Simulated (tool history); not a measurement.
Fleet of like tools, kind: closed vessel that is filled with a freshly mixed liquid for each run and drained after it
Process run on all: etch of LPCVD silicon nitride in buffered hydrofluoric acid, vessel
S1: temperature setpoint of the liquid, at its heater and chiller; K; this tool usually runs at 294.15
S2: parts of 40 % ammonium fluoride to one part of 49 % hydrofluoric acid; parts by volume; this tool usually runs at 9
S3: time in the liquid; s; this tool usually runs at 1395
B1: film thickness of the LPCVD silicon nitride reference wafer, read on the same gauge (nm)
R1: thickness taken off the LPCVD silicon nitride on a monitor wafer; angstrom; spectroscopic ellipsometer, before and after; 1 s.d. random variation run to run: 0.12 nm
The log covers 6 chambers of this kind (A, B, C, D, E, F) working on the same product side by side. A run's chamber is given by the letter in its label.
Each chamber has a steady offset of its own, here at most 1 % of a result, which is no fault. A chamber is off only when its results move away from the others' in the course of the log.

run,hour,S1,S2,S3,B1,R1
1B,10.4,294.15,9,1395,150.02,153.52
2E,18.4,294.15,9,1395,149.99,152.73
3C,31.5,294.15,9,1395,150.02,151.93
4A,40.5,294.15,9,1395,150,151.38
5D,52.5,294.15,9,1395,150.01,153.93
# hour 57.5: chamber F: hydrofluoric acid flow meter replaced
6F,67.3,294.15,9,1395,150,153.51
7B,81.6,294.15,9,1395,150.02,151.32
8D,89.4,294.15,9,1395,149.98,153.49
9E,99.8,294.15,9,1395,150.02,154.07
10C,112.9,294.15,9,1395,150,154.47
11F,121.2,294.15,9,1395,150,152.32
12A,130.3,294.15,9,1395,149.99,155.57
13F,138.9,294.15,9,1395,149.99,154.24
14C,149.8,294.15,9,1395,149.99,153.61
15E,157.7,294.15,9,1395,150,150.28
# hour 160.2: chamber D: hydrofluoric acid flow meter replaced
16A,167.7,294.15,9,1395,149.98,152.78
17B,180.5,294.15,9,1395,150,152.01
18D,196.1,294.15,9,1395,150,153.41
19E,210,294.15,9,1395,150.02,149.53
20C,218.7,294.15,9,1395,150.02,151.82
21A,234.4,294.15,9,1395,150.02,151.54
# hour 236.5: chamber F: thermometer replaced
22D,245.6,294.15,9,1395,150.02,154.59
23B,258.1,294.15,9,1395,149.99,154.91
24F,265.7,294.15,9,1395,150,153.14
25A,278.8,294.15,7.5,1395,150,184.5
# hour 280.7: chamber B: hydrofluoric acid flow meter replaced
26E,292.6,294.15,7.5,1395,150,173.99
27C,306.5,294.15,7.5,1395,149.99,187.21
28B,321.5,294.15,7.5,1395,150,186.75
29D,333.5,294.15,7.5,1395,149.97,186.75
30F,346.9,294.15,7.5,1395,149.98,189.96
31B,360.4,290.15,9,1395,149.99,121.43
32A,371,290.15,9,1395,150,122.79
33F,382.8,290.15,9,1395,150,123.93
34D,391.9,290.15,9,1395,150.03,124.31
35E,404.2,290.15,9,1395,150.02,117.08
36C,416.1,290.15,9,1395,150,122
37B,430,294.15,9,1395,150,153.66
38F,443.3,294.15,9,1395,149.98,154.13
39A,458.4,294.15,9,1395,150.02,152.13
40C,470.9,294.15,9,1395,149.99,154.67
41E,486.4,294.15,9,1395,150,142.44
42D,498.3,296.65,7,1395,150,229.28

All chambers now run identical settings, listed one chamber a line with results as question marks. What results will each chamber show?
43A,509.5,298.15,9,1395,,?
43B,509.5,298.15,9,1395,,?
43C,509.5,298.15,9,1395,,?
43D,509.5,298.15,9,1395,,?
43E,509.5,298.15,9,1395,,?
43F,509.5,298.15,9,1395,,?

run,R1
43A,189
43B,193.08
43C,191.01
43D,188.89
43E,179.77
43F,193.75

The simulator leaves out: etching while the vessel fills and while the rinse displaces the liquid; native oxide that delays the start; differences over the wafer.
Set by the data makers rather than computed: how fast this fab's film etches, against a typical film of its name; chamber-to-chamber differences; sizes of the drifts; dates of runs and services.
